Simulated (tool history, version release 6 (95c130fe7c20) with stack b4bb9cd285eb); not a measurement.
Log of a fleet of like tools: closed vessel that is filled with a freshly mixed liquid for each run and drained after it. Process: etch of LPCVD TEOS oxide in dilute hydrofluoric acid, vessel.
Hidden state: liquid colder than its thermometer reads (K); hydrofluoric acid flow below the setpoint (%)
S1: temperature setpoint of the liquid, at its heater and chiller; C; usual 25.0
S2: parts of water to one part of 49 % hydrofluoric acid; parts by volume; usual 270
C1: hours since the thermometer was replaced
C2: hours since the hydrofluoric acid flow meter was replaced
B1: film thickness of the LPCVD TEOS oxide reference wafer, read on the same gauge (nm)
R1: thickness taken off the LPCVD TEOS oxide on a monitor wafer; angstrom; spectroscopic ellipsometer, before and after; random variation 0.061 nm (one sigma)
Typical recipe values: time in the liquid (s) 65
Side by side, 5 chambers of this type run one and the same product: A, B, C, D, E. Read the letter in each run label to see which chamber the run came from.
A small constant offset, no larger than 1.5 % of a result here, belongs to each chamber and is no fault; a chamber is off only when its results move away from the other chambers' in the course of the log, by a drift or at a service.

run 1C hour=8.2 | S1=25.0 S2=270 time_in_the_liquid_(s)=65 | C1=1297.9 C2=1067.9 | B1=30.010 | R1=68.291
run 2D hour=18.5 | S1=25.0 S2=270 time_in_the_liquid_(s)=65 | C1=408.2 C2=442.5 | B1=30.000 | R1=69.052
run 3B hour=29.6 | S1=25.0 S2=270 time_in_the_liquid_(s)=65 | C1=146.8 C2=315.7 | B1=30.008 | R1=67.689
run 4E hour=39.5 | S1=25.0 S2=270 time_in_the_liquid_(s)=65 | C1=807.1 C2=507.3 | B1=29.984 | R1=67.753
run 5A hour=50.2 | S1=21.0 S2=270 time_in_the_liquid_(s)=90 | C1=706.0 C2=1190.6 | B1=29.989 | R1=80.599
run 6E hour=56.7 | S1=21.0 S2=270 time_in_the_liquid_(s)=90 | C1=824.3 C2=524.5 | B1=29.996 | R1=81.692
run 7C hour=66.9 | S1=21.0 S2=270 time_in_the_liquid_(s)=90 | C1=1356.6 C2=1126.6 | B1=30.025 | R1=83.573
run 8B hour=73.6 | S1=21.0 S2=270 time_in_the_liquid_(s)=90 | C1=190.8 C2=359.7 | B1=29.993 | R1=81.397
run 9D hour=83.8 | S1=21.0 S2=270 time_in_the_liquid_(s)=90 | C1=473.5 C2=507.8 | B1=29.985 | R1=81.875
-- hour=89.0 chamber E: thermometer replaced
run 10A hour=91.3 | S1=25.0 S2=270 time_in_the_liquid_(s)=65 | C1=747.1 C2=1231.7 | B1=30.009 | R1=67.490
run 11C hour=101.1 | S1=25.0 S2=270 time_in_the_liquid_(s)=65 | C1=1390.8 C2=1160.8 | B1=29.979 | R1=67.336
run 12B hour=112.6 | S1=25.0 S2=270 time_in_the_liquid_(s)=65 | C1=229.8 C2=398.7 | B1=30.005 | R1=67.395
run 13D hour=122.1 | S1=25.0 S2=270 time_in_the_liquid_(s)=65 | C1=511.8 C2=546.1 | B1=29.973 | R1=67.464
run 14A hour=130.9 | S1=25.0 S2=270 time_in_the_liquid_(s)=65 | C1=786.7 C2=1271.3 | B1=30.019 | R1=66.988
run 15E hour=137.8 | S1=25.0 S2=270 time_in_the_liquid_(s)=65 | C1=48.8 C2=605.6 | B1=29.970 | R1=68.340
run 16A hour=144.6 | S1=25.0 S2=270 time_in_the_liquid_(s)=65 | C1=800.4 C2=1285.0 | B1=30.020 | R1=66.294
run 17D hour=153.0 | S1=25.0 S2=270 time_in_the_liquid_(s)=65 | C1=542.7 C2=577.0 | B1=30.007 | R1=68.155
run 18E hour=158.1 | S1=25.0 S2=270 time_in_the_liquid_(s)=65 | C1=69.1 C2=625.9 | B1=29.981 | R1=67.176
run 19C hour=166.0 | S1=26.5 S2=270 time_in_the_liquid_(s)=65 | C1=1455.7 C2=1225.7 | B1=29.963 | R1=72.470
run 20B hour=176.0 | S1=26.5 S2=270 time_in_the_liquid_(s)=65 | C1=293.2 C2=462.1 | B1=29.981 | R1=70.421
run 21C hour=186.5 | S1=26.5 S2=270 time_in_the_liquid_(s)=65 | C1=1476.2 C2=1246.2 | B1=29.965 | R1=71.311
run 22B hour=192.6 | S1=26.5 S2=270 time_in_the_liquid_(s)=65 | C1=309.8 C2=478.7 | B1=29.995 | R1=71.111
run 23A hour=199.7 | S1=26.5 S2=270 time_in_the_liquid_(s)=65 | C1=855.5 C2=1340.1 | B1=30.003 | R1=68.087
run 24E hour=206.5 | S1=28.0 S2=270 time_in_the_liquid_(s)=35 | C1=117.5 C2=674.3 | B1=30.007 | R1=40.388
run 25D hour=214.8 | S1=28.0 S2=270 time_in_the_liquid_(s)=35 | C1=604.5 C2=638.8 | B1=30.028 | R1=40.602
run 26C hour=220.9 | S1=28.0 S2=270 time_in_the_liquid_(s)=35 | C1=1510.6 C2=1280.6 | B1=30.003 | R1=40.439
run 27A hour=231.6 | S1=28.0 S2=270 time_in_the_liquid_(s)=35 | C1=887.4 C2=1372.0 | B1=29.998 | R1=38.594
run 28E hour=240.7 | S1=28.0 S2=270 time_in_the_liquid_(s)=35 | C1=151.7 C2=708.5 | B1=30.011 | R1=39.927
run 29B hour=247.8 | S1=25.0 S2=270 time_in_the_liquid_(s)=65 | C1=365.0 C2=533.9 | B1=29.973 | R1=68.447
run 30D hour=253.8 | S1=25.0 S2=270 time_in_the_liquid_(s)=65 | C1=643.5 C2=677.8 | B1=29.989 | R1=68.110
run 31C hour=265.0 | S1=25.0 S2=270 time_in_the_liquid_(s)=45 | C1=1554.7 C2=1324.7 | B1=29.966 | R1=47.341
-- hour=270.5 chamber D: thermometer replaced
run 32D hour=276.5 | S1=25.0 S2=270 time_in_the_liquid_(s)=45 | C1=6.0 C2=700.5 | B1=30.001 | R1=47.351
run 33E hour=283.0 | S1=25.0 S2=270 time_in_the_liquid_(s)=45 | C1=194.0 C2=750.8 | B1=29.999 | R1=46.784
run 34A hour=289.1 | S1=25.0 S2=270 time_in_the_liquid_(s)=45 | C1=944.9 C2=1429.5 | B1=30.015 | R1=44.046
run 35B hour=297.9 | S1=25.0 S2=270 time_in_the_liquid_(s)=45 | C1=415.1 C2=584.0 | B1=29.989 | R1=46.473
run 36A hour=305.7 | S1=25.0 S2=270 time_in_the_liquid_(s)=65 | C1=961.5 C2=1446.1 | B1=29.982 | R1=62.761
run 37D hour=316.0 | S1=25.0 S2=270 time_in_the_liquid_(s)=65 | C1=45.5 C2=740.0 | B1=30.001 | R1=69.464
run 38E hour=325.2 | S1=25.0 S2=270 time_in_the_liquid_(s)=65 | C1=236.2 C2=793.0 | B1=30.002 | R1=68.829
run 39B hour=334.9 | S1=25.0 S2=270 time_in_the_liquid_(s)=65 | C1=452.1 C2=621.0 | B1=29.994 | R1=66.846
run 40C hour=346.7 | S1=25.0 S2=270 time_in_the_liquid_(s)=65 | C1=1636.4 C2=1406.4 | B1=30.008 | R1=67.282

Read the log: is a single chamber off, either drifting away or since a service, is the gauge that measures every chamber drifting, or is nothing wrong beyond small per-chamber offsets? Name any odd chamber and what most likely caused it.

Chamber A drifts away from the others.
Likeliest cause: hydrofluoric acid flow below the setpoint (%) = 8.05.
Not necessarily distinguishable in this log from: liquid colder than its thermometer reads (K).

Here are 4 candidates for chamber A's next run, each the usual settings with a change, their results left as question marks. Which one brings its results back in line with what the others give on the usual settings?
In line here means within this much of the mean the other chambers give on the usual settings: R1 2.100 angstrom
run 41A-1 hour=355.1 | S1=25.0 S2=295 time_in_the_liquid_(s)=65 | R1=?
run 41A-2 hour=355.1 | S1=24.5 S2=295 time_in_the_liquid_(s)=60 | R1=?
run 41A-3 hour=355.1 | S1=25.0 S2=250 time_in_the_liquid_(s)=65 | R1=?
run 41A-4 hour=355.1 | S1=25.5 S2=230 time_in_the_liquid_(s)=65 | R1=?

The other chambers' mean on the usual settings: R1 67.776 angstrom
run=41A-1 R1=53.979
run=41A-2 R1=48.970
run=41A-3 R1=66.961
run=41A-4 R1=75.838
41A-3 is the one that brings the chamber's results back in line with the other chambers.

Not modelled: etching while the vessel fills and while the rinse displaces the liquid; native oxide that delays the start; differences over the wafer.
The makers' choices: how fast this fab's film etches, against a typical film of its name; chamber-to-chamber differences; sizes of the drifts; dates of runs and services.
